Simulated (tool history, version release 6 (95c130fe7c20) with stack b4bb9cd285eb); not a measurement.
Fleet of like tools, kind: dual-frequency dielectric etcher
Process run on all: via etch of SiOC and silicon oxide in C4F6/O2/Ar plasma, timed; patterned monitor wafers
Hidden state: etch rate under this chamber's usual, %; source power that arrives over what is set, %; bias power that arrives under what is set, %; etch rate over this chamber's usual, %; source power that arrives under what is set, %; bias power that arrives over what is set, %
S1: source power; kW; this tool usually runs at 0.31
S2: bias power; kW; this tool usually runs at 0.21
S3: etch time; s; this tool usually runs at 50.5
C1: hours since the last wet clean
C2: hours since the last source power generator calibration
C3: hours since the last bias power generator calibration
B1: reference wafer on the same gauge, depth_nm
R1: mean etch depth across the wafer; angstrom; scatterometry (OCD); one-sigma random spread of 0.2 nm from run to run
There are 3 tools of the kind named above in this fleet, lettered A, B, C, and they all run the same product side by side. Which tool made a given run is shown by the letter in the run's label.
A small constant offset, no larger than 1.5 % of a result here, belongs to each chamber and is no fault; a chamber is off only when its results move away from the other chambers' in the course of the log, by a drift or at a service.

Run 1A, hour 3.6: usual settings; C1 105; C2 2544.4; C3 815.9; B1 55.364. Result: R1 541.39 angstrom.
Run 2C, hour 8.8: usual settings; C1 397.2; C2 880.5; C3 4796.9; B1 55.367. Result: R1 542.98 angstrom.
Run 3B, hour 13: usual settings; C1 313.1; C2 3384.9; C3 1597.6; B1 55.451. Result: R1 547.8 angstrom.
Run 4B, hour 18: usual settings; C1 318.1; C2 3389.9; C3 1602.6; B1 55.405. Result: R1 552.7 angstrom.
Run 5A, hour 22.9: usual settings; C1 124.3; C2 2563.7; C3 835.2; B1 55.435. Result: R1 542.21 angstrom.
Run 6C, hour 27.3: usual settings; C1 415.7; C2 899; C3 4815.4; B1 55.361. Result: R1 545.25 angstrom.
Run 7A, hour 31.2: usual settings; C1 132.6; C2 2572; C3 843.5; B1 55.424. Result: R1 542.27 angstrom.
Run 8B, hour 34.1: usual settings; C1 334.2; C2 3406; C3 1618.7; B1 55.39. Result: R1 551.02 angstrom.
Run 9C, hour 38.7: usual settings; C1 427.1; C2 910.4; C3 4826.8; B1 55.453. Result: R1 545.27 angstrom.
Run 10C, hour 42.7: usual settings; C1 431.1; C2 914.4; C3 4830.8; B1 55.424. Result: R1 545.62 angstrom.
Run 11B, hour 45.7: usual settings; C1 345.8; C2 3417.6; C3 1630.3; B1 55.419. Result: R1 548.31 angstrom.
Run 12A, hour 50.9: usual settings; C1 152.3; C2 2591.7; C3 863.2; B1 55.374. Result: R1 538.22 angstrom.
Run 13B, hour 53.8: usual settings; C1 353.9; C2 3425.7; C3 1638.4; B1 55.39. Result: R1 549.24 angstrom.
Run 14C, hour 56.8: usual settings; C1 445.2; C2 928.5; C3 4844.9; B1 55.433. Result: R1 546.54 angstrom.
Run 15A, hour 62: usual settings; C1 163.4; C2 2602.8; C3 874.3; B1 55.422. Result: R1 537.19 angstrom.
Run 16B, hour 64.3: usual settings; C1 364.4; C2 3436.2; C3 1648.9; B1 55.372. Result: R1 548.85 angstrom.
Run 17A, hour 66.9: usual settings; C1 168.3; C2 2607.7; C3 879.2; B1 55.401. Result: R1 535.15 angstrom.
Run 18C, hour 72: usual settings; C1 460.4; C2 943.7; C3 4860.1; B1 55.346. Result: R1 547.23 angstrom.
Run 19A, hour 76.6: usual settings; C1 178; C2 2617.4; C3 888.9; B1 55.43. Result: R1 527.2 angstrom.
Run 20C, hour 81.6: usual settings; C1 470; C2 953.3; C3 4869.7; B1 55.35. Result: R1 543.07 angstrom.
Run 21B, hour 84.7: usual settings but S1 0.24 kW, S3 65 s; C1 384.8; C2 3456.6; C3 1669.3; B1 55.427. Result: R1 644.89 angstrom.
Run 22A, hour 89.6: usual settings but S1 0.24 kW, S3 65 s; C1 191; C2 2630.4; C3 901.9; B1 55.356. Result: R1 619.77 angstrom.
Run 23C, hour 92: usual settings but S1 0.24 kW, S3 65 s; C1 480.4; C2 963.7; C3 4880.1; B1 55.414. Result: R1 636.93 angstrom.
Run 24B, hour 94.5: usual settings; C1 394.6; C2 3466.4; C3 1679.1; B1 55.359. Result: R1 549.17 angstrom.
Run 25B, hour 99.7: usual settings; C1 399.8; C2 3471.6; C3 1684.3; B1 55.402. Result: R1 548.68 angstrom.
Run 26A, hour 104.6: usual settings; C1 206; C2 2645.4; C3 916.9; B1 55.406. Result: R1 522.09 angstrom.
Run 27C, hour 108.6: usual settings; C1 497; C2 980.3; C3 4896.7; B1 55.374. Result: R1 546.12 angstrom.
Run 28C, hour 112.3: usual settings; C1 500.7; C2 984; C3 4900.4; B1 55.409. Result: R1 548.58 angstrom.
Run 29A, hour 117.1: usual settings; C1 218.5; C2 2657.9; C3 929.4; B1 55.371. Result: R1 522.83 angstrom.
Run 30B, hour 119.9: usual settings; C1 420; C2 3491.8; C3 1704.5; B1 55.393. Result: R1 549.71 angstrom.
Run 31C, hour 123.6: usual settings; C1 512; C2 995.3; C3 4911.7; B1 55.402. Result: R1 545.36 angstrom.
Run 32A, hour 126.9: usual settings; C1 228.3; C2 2667.7; C3 939.2; B1 55.388. Result: R1 518.08 angstrom.
Run 33B, hour 132.3: usual settings; C1 432.4; C2 3504.2; C3 1716.9; B1 55.447. Result: R1 550.92 angstrom.
Run 34A, hour 136.9: usual settings; C1 238.3; C2 2677.7; C3 949.2; B1 55.406. Result: R1 515.66 angstrom.
Run 35B, hour 141: usual settings; C1 441.1; C2 3512.9; C3 1725.6; B1 55.354. Result: R1 551.81 angstrom.

All chambers now run identical settings, listed one chamber a line with results as question marks. What results will each chamber show?
Run 36A, hour 144.9: usual settings. Result: R1 ?.
Run 36B, hour 144.9: usual settings. Result: R1 ?.
Run 36C, hour 144.9: usual settings. Result: R1 ?.

run      R1
36A  513.64
36B  551.74
36C  547.08
